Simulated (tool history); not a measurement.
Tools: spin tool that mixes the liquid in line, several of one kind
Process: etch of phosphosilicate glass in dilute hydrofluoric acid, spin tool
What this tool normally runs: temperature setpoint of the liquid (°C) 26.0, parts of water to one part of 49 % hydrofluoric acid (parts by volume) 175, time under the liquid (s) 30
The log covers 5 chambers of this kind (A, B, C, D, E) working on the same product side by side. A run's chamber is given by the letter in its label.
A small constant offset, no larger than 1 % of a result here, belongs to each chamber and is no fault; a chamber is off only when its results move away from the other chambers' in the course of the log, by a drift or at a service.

| run | day | temperature setpoint of the liquid (°C) | parts of water to one part of 49 % hydrofluoric acid (parts by volume) | time under the liquid (s) | hours since the thermometer was replaced | hours since the hydrofluoric acid flow meter was replaced | read-back film thickness of the phosphosilicate glass reference wafer, read on the same gauge (nm) | thickness taken off the phosphosilicate glass on a monitor wafer (nm) |
|---|---|---|---|---|---|---|---|---|
| 1E | 0.583 | 26.0 | 175 | 30 | 1160.2 | 1008.4 | 130.02 | 18.739 |
| 2C | 0.962 | 26.0 | 175 | 30 | 1322.5 | 73.5 | 130.03 | 18.526 |
| 3D | 1.429 | 26.0 | 175 | 30 | 2038.2 | 1904.5 | 130.01 | 18.502 |
| 4A | 1.754 | 26.0 | 175 | 30 | 1331.4 | 1600.9 | 130.03 | 18.635 |
|  | 1.829 | chamber A: thermometer replaced |
| 5B | 2.046 | 26.0 | 175 | 30 | 457.0 | 1149.4 | 129.99 | 18.873 |
| 6A | 2.408 | 24.0 | 105 | 30 | 14.0 | 1616.6 | 130.00 | 31.442 |
|  | 2.688 | chamber D: hydrofluoric acid flow meter replaced |
| 7D | 2.958 | 24.0 | 105 | 30 | 2074.9 | 6.5 | 129.97 | 31.554 |
|  | 3.062 | chamber D: thermometer replaced |
| 8C | 3.404 | 24.0 | 105 | 30 | 1381.1 | 132.1 | 130.03 | 30.760 |
|  | 3.629 | chamber B: thermometer replaced |
| 9B | 3.721 | 24.0 | 105 | 30 | 2.2 | 1189.6 | 129.98 | 31.769 |
| 10E | 4.146 | 24.0 | 105 | 30 | 1245.7 | 1093.9 | 129.97 | 31.720 |
| 11C | 4.500 | 26.0 | 175 | 30 | 1407.4 | 158.4 | 130.05 | 18.707 |
| 12D | 5.142 | 26.0 | 175 | 30 | 50.0 | 58.9 | 129.99 | 18.582 |
| 13B | 5.492 | 26.0 | 175 | 30 | 44.7 | 1232.1 | 130.02 | 18.929 |
| 14A | 5.838 | 26.0 | 175 | 30 | 96.3 | 1698.9 | 129.99 | 18.536 |
| 15E | 6.200 | 26.0 | 175 | 30 | 1295.0 | 1143.2 | 129.99 | 18.995 |
| 16B | 6.692 | 26.0 | 125 | 35 | 73.5 | 1260.9 | 129.99 | 32.926 |
| 17E | 7.242 | 26.0 | 125 | 35 | 1320.0 | 1168.2 | 130.00 | 32.518 |
| 18D | 7.612 | 26.0 | 125 | 35 | 109.3 | 118.2 | 130.01 | 32.377 |
| 19A | 8.050 | 26.0 | 125 | 35 | 149.4 | 1752.0 | 130.03 | 32.682 |
| 20C | 8.450 | 26.0 | 125 | 35 | 1502.2 | 253.2 | 130.00 | 31.783 |
| 21C | 9.075 | 26.0 | 175 | 30 | 1517.2 | 268.2 | 130.01 | 17.963 |
| 22A | 9.554 | 26.0 | 175 | 30 | 185.5 | 1788.1 | 129.99 | 18.692 |
| 23D | 10.096 | 26.0 | 175 | 30 | 168.9 | 177.8 | 130.05 | 18.532 |
| 24E | 10.738 | 23.0 | 175 | 20 | 1403.9 | 1252.1 | 130.01 | 11.023 |
| 25B | 11.367 | 23.0 | 175 | 20 | 185.7 | 1373.1 | 129.98 | 11.726 |
| 26D | 11.788 | 23.0 | 175 | 20 | 209.5 | 218.4 | 130.01 | 11.009 |
| 27B | 12.325 | 23.0 | 175 | 20 | 208.7 | 1396.1 | 130.00 | 11.882 |
| 28C | 12.733 | 23.0 | 175 | 20 | 1605.0 | 356.0 | 130.03 | 11.075 |
| 29E | 13.071 | 26.0 | 175 | 30 | 1459.9 | 1308.1 | 130.00 | 18.824 |
| 30A | 13.662 | 26.0 | 175 | 30 | 284.1 | 1886.7 | 129.97 | 18.704 |
| 31B | 14.004 | 26.0 | 175 | 30 | 249.0 | 1436.4 | 130.01 | 20.360 |
| 32A | 14.429 | 26.0 | 175 | 30 | 302.5 | 1905.1 | 130.02 | 18.743 |
| 33D | 14.717 | 26.0 | 175 | 30 | 279.8 | 288.7 | 130.02 | 18.440 |
| 34C | 15.088 | 26.0 | 175 | 30 | 1661.5 | 412.5 | 130.04 | 18.159 |

What goes on in this fleet: one chamber off, a drifting gauge, or nothing beyond the chambers' own small offsets? Name the chamber and the cause, if any.

One chamber, B, drifts off from the rest bit by bit.
Likeliest cause: hydrofluoric acid flow above the setpoint (%) = 7.62.
From this log alone, it may not be told apart from: liquid hotter than its thermometer reads (K).

Here are 4 candidates for chamber B's next run, each the usual settings with a change, their results left as question marks. Which one brings its results back in line with what the others give on the usual settings?
In line means no further than this from the other chambers' mean on the usual settings: thickness taken off the phosphosilicate glass on a monitor wafer (nm) 0.580
| 35B-1 | 15.550 | 23.5 | 175 | 30 |  |  |  | ? |
| 35B-2 | 15.550 | 26.0 | 180 | 30 |  |  |  | ? |
| 35B-3 | 15.550 | 26.0 | 160 | 30 |  |  |  | ? |
| 35B-4 | 15.550 | 26.0 | 170 | 30 |  |  |  | ? |

Usual-settings mean across the other chambers: thickness taken off the phosphosilicate glass on a monitor wafer (nm) 18.555
| run | thickness taken off the phosphosilicate glass on a monitor wafer (nm) |
|---|---|
| 35B-1 | 18.656 |
| 35B-2 | 19.814 |
| 35B-3 | 22.836 |
| 35B-4 | 21.232 |
Change 35B-1 lands the chamber within the allowed miss of the other chambers.
